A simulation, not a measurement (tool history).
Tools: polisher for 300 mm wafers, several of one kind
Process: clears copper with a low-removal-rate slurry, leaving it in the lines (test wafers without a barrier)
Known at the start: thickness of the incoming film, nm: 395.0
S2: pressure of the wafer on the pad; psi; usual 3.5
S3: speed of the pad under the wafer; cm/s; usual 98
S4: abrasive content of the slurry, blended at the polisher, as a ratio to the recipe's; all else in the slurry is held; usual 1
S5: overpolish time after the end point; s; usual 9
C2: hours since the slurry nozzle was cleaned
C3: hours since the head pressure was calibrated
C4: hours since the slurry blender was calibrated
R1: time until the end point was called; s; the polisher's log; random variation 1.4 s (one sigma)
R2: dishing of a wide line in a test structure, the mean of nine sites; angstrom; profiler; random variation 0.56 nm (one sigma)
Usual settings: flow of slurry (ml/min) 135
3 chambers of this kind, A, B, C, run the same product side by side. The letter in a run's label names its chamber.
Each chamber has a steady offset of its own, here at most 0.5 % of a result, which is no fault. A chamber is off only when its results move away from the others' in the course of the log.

run 1A hour=6.4 | flow_of_slurry_(ml/min)=135 S2=3.5 S3=98 S4=1 S5=9 | wafers_polished_on_this_pad=631 C2=448.6 C3=481 C4=17.2 | R1=106.02 R2=256.63
-- hour=11.4 chamber B: head pressure recalibrated
run 2B hour=15.7 | flow_of_slurry_(ml/min)=135 S2=3.5 S3=98 S4=1 S5=9 | wafers_polished_on_this_pad=528 C2=204.8 C3=4.3 C4=208.5 | R1=106.35 R2=225.16
run 3C hour=20.5 | flow_of_slurry_(ml/min)=135 S2=3.5 S3=98 S4=1 S5=9 | wafers_polished_on_this_pad=556 C2=458.6 C3=230.4 C4=28.2 | R1=106.95 R2=230.48
run 4B hour=29.7 | flow_of_slurry_(ml/min)=135 S2=3.5 S3=98 S4=1 S5=9 | wafers_polished_on_this_pad=667 C2=218.8 C3=18.3 C4=222.5 | R1=110.37 R2=235.09
run 5C hour=39 | flow_of_slurry_(ml/min)=135 S2=3.5 S3=98 S4=1 S5=9 | wafers_polished_on_this_pad=740 C2=477.1 C3=248.9 C4=46.7 | R1=107.42 R2=244.62
run 6A hour=46.1 | flow_of_slurry_(ml/min)=135 S2=3.5 S3=98 S4=1 S5=9 | wafers_polished_on_this_pad=1026 C2=488.3 C3=520.7 C4=56.9 | R1=106.89 R2=252.14
run 7B hour=54.1 | flow_of_slurry_(ml/min)=135 S2=3.5 S3=98 S4=1 S5=9 | wafers_polished_on_this_pad=910 C2=243.2 C3=42.7 C4=246.9 | R1=109.81 R2=242.37
run 8A hour=62.1 | flow_of_slurry_(ml/min)=135 S2=4.1 S3=98 S4=1 S5=12 | wafers_polished_on_this_pad=1185 C2=504.3 C3=536.7 C4=72.9 | R1=89.271 R2=365.54
run 9C hour=68.6 | flow_of_slurry_(ml/min)=135 S2=4.1 S3=98 S4=1 S5=12 | wafers_polished_on_this_pad=1035 C2=506.7 C3=278.5 C4=76.3 | R1=94.992 R2=377.77
run 10C hour=73.4 | flow_of_slurry_(ml/min)=135 S2=4.1 S3=98 S4=1 S5=12 | wafers_polished_on_this_pad=1082 C2=511.5 C3=283.3 C4=81.1 | R1=90.841 R2=347.47
-- hour=75.1 chamber A: head pressure recalibrated
-- hour=77.6 chamber B: worn pad replaced by a new one
run 11A hour=83.1 | flow_of_slurry_(ml/min)=135 S2=3.5 S3=118 S4=0.8 S5=9 | wafers_polished_on_this_pad=1394 C2=525.3 C3=8 C4=93.9 | R1=94.764 R2=270.58
run 12B hour=89.6 | flow_of_slurry_(ml/min)=135 S2=3.5 S3=118 S4=0.8 S5=9 | wafers_polished_on_this_pad=119 C2=278.7 C3=78.2 C4=282.4 | R1=93.308 R2=271.94
run 13A hour=96.2 | flow_of_slurry_(ml/min)=135 S2=3.5 S3=118 S4=0.8 S5=9 | wafers_polished_on_this_pad=1524 C2=538.4 C3=21.1 C4=107 | R1=94.782 R2=279.81
run 14C hour=102.8 | flow_of_slurry_(ml/min)=135 S2=3.5 S3=98 S4=1 S5=9 | wafers_polished_on_this_pad=1375 C2=540.9 C3=312.7 C4=110.5 | R1=113.43 R2=228.24
run 15B hour=107.3 | flow_of_slurry_(ml/min)=135 S2=3.5 S3=98 S4=1 S5=9 | wafers_polished_on_this_pad=295 C2=296.4 C3=95.9 C4=300.1 | R1=109.13 R2=247.8
-- hour=107.5 chamber A: worn pad replaced by a new one
run 16B hour=117.2 | flow_of_slurry_(ml/min)=135 S2=3.5 S3=98 S4=1 S5=9 | wafers_polished_on_this_pad=394 C2=306.3 C3=105.8 C4=310 | R1=109.98 R2=250.35
-- hour=123.7 chamber B: slurry blender recalibrated
run 17A hour=126.5 | flow_of_slurry_(ml/min)=135 S2=3.5 S3=98 S4=1 S5=9 | wafers_polished_on_this_pad=189 C2=568.7 C3=51.4 C4=137.3 | R1=106.73 R2=244.07
run 18C hour=135.4 | flow_of_slurry_(ml/min)=135 S2=3.5 S3=98 S4=1 S5=9 | wafers_polished_on_this_pad=1699 C2=573.5 C3=345.3 C4=143.1 | R1=112.73 R2=232.25
run 19A hour=141.7 | flow_of_slurry_(ml/min)=135 S2=3.5 S3=98 S4=1 S5=9 | wafers_polished_on_this_pad=340 C2=583.9 C3=66.6 C4=152.5 | R1=107.53 R2=232.78
run 20B hour=148.5 | flow_of_slurry_(ml/min)=135 S2=3.5 S3=98 S4=1 S5=9 | wafers_polished_on_this_pad=705 C2=337.6 C3=137.1 C4=24.9 | R1=112.85 R2=240.23
run 21C hour=157.7 | flow_of_slurry_(ml/min)=135 S2=3.5 S3=98 S4=1 S5=9 | wafers_polished_on_this_pad=1921 C2=595.8 C3=367.6 C4=165.4 | R1=115 R2=241.57
run 22A hour=164.7 | flow_of_slurry_(ml/min)=135 S2=3.5 S3=98 S4=1 S5=9 | wafers_polished_on_this_pad=568 C2=606.9 C3=89.6 C4=175.5 | R1=107.36 R2=253.5
-- hour=168.2 chamber B: worn pad replaced by a new one
-- hour=171.9 chamber A: slurry blender recalibrated
run 23B hour=173.5 | flow_of_slurry_(ml/min)=135 S2=3.5 S3=98 S4=1 S5=9 | wafers_polished_on_this_pad=53 C2=362.6 C3=162.1 C4=49.9 | R1=112.14 R2=235.35
run 24C hour=180.4 | flow_of_slurry_(ml/min)=135 S2=3.5 S3=98 S4=1 S5=9 | wafers_polished_on_this_pad=2146 C2=618.5 C3=390.3 C4=188.1 | R1=113.63 R2=235.91
run 25B hour=185.4 | flow_of_slurry_(ml/min)=135 S2=3.5 S3=98 S4=1 S5=9 | wafers_polished_on_this_pad=171 C2=374.5 C3=174 C4=61.8 | R1=109.32 R2=229.44
run 26A hour=192.8 | flow_of_slurry_(ml/min)=135 S2=3.5 S3=98 S4=1 S5=9 | wafers_polished_on_this_pad=848 C2=635 C3=117.7 C4=20.9 | R1=108.69 R2=239.42
-- hour=197.4 chamber C: slurry blender recalibrated
run 27C hour=200.2 | flow_of_slurry_(ml/min)=135 S2=3.5 S3=98 S4=1 S5=9 | wafers_polished_on_this_pad=2343 C2=638.3 C3=410.1 C4=2.8 | R1=114.65 R2=223.91
run 28B hour=208.7 | flow_of_slurry_(ml/min)=135 S2=3.5 S3=98 S4=1 S5=9 | wafers_polished_on_this_pad=403 C2=397.8 C3=197.3 C4=85.1 | R1=107.78 R2=233.55
run 29A hour=213.4 | flow_of_slurry_(ml/min)=135 S2=3.5 S3=98 S4=1 S5=9 | wafers_polished_on_this_pad=1053 C2=655.6 C3=138.3 C4=41.5 | R1=107.56 R2=236.95
run 30C hour=221.7 | flow_of_slurry_(ml/min)=135 S2=3.5 S3=98 S4=1 S5=9 | wafers_polished_on_this_pad=2557 C2=659.8 C3=431.6 C4=24.3 | R1=119.26 R2=219.97
-- hour=223.4 chamber C: head pressure recalibrated
run 31C hour=230.8 | flow_of_slurry_(ml/min)=135 S2=3.5 S3=98 S4=1 S5=9 | wafers_polished_on_this_pad=2647 C2=668.9 C3=7.4 C4=33.4 | R1=117.22 R2=215.12
run 32A hour=239.3 | flow_of_slurry_(ml/min)=135 S2=3.5 S3=98 S4=1 S5=9 | wafers_polished_on_this_pad=1310 C2=681.5 C3=164.2 C4=67.4 | R1=107.39 R2=248.18
run 33B hour=244.6 | flow_of_slurry_(ml/min)=135 S2=3.5 S3=98 S4=1 S5=9 | wafers_polished_on_this_pad=760 C2=433.7 C3=233.2 C4=121 | R1=111.3 R2=228.05

What goes on in this fleet: one chamber off, a drifting gauge, or nothing beyond the chambers' own small offsets? Name the chamber and the cause, if any.

Chamber C drifts away from the others.
Cause: removal rate lost through wear of the pad, % = 9.22.
The log may not tell that from: slurry flow missing at the pad, %.

Here are 4 candidates for chamber C's next run, each the usual settings with a change, their results left as question marks. Which one brings its results back in line with what the others give on the usual settings?
In line means no further than this from the other chambers' mean on the usual settings: R1 5.1 s; R2 19 angstrom
run 34C-1 hour=251.9 | flow_of_slurry_(ml/min)=135 S2=3.4 S3=94 S4=1 S5=9 | R1=? R2=?
run 34C-2 hour=251.9 | flow_of_slurry_(ml/min)=135 S2=3.2 S3=90 S4=1 S5=9 | R1=? R2=?
run 34C-3 hour=251.9 | flow_of_slurry_(ml/min)=135 S2=3.7 S3=102 S4=1 S5=9 | R1=? R2=?
run 34C-4 hour=251.9 | flow_of_slurry_(ml/min)=135 S2=3.8 S3=106 S4=1 S5=9 | R1=? R2=?

The other chambers' mean on the usual settings: R1 108.59 s; R2 240.33 angstrom
run=34C-1 R1=127.29 R2=208.58
run=34C-2 R1=141.3 R2=189.04
run=34C-3 R1=107.75 R2=243.66
run=34C-4 R1=100.95 R2=258.79
34C-3 brings the chamber back in line.

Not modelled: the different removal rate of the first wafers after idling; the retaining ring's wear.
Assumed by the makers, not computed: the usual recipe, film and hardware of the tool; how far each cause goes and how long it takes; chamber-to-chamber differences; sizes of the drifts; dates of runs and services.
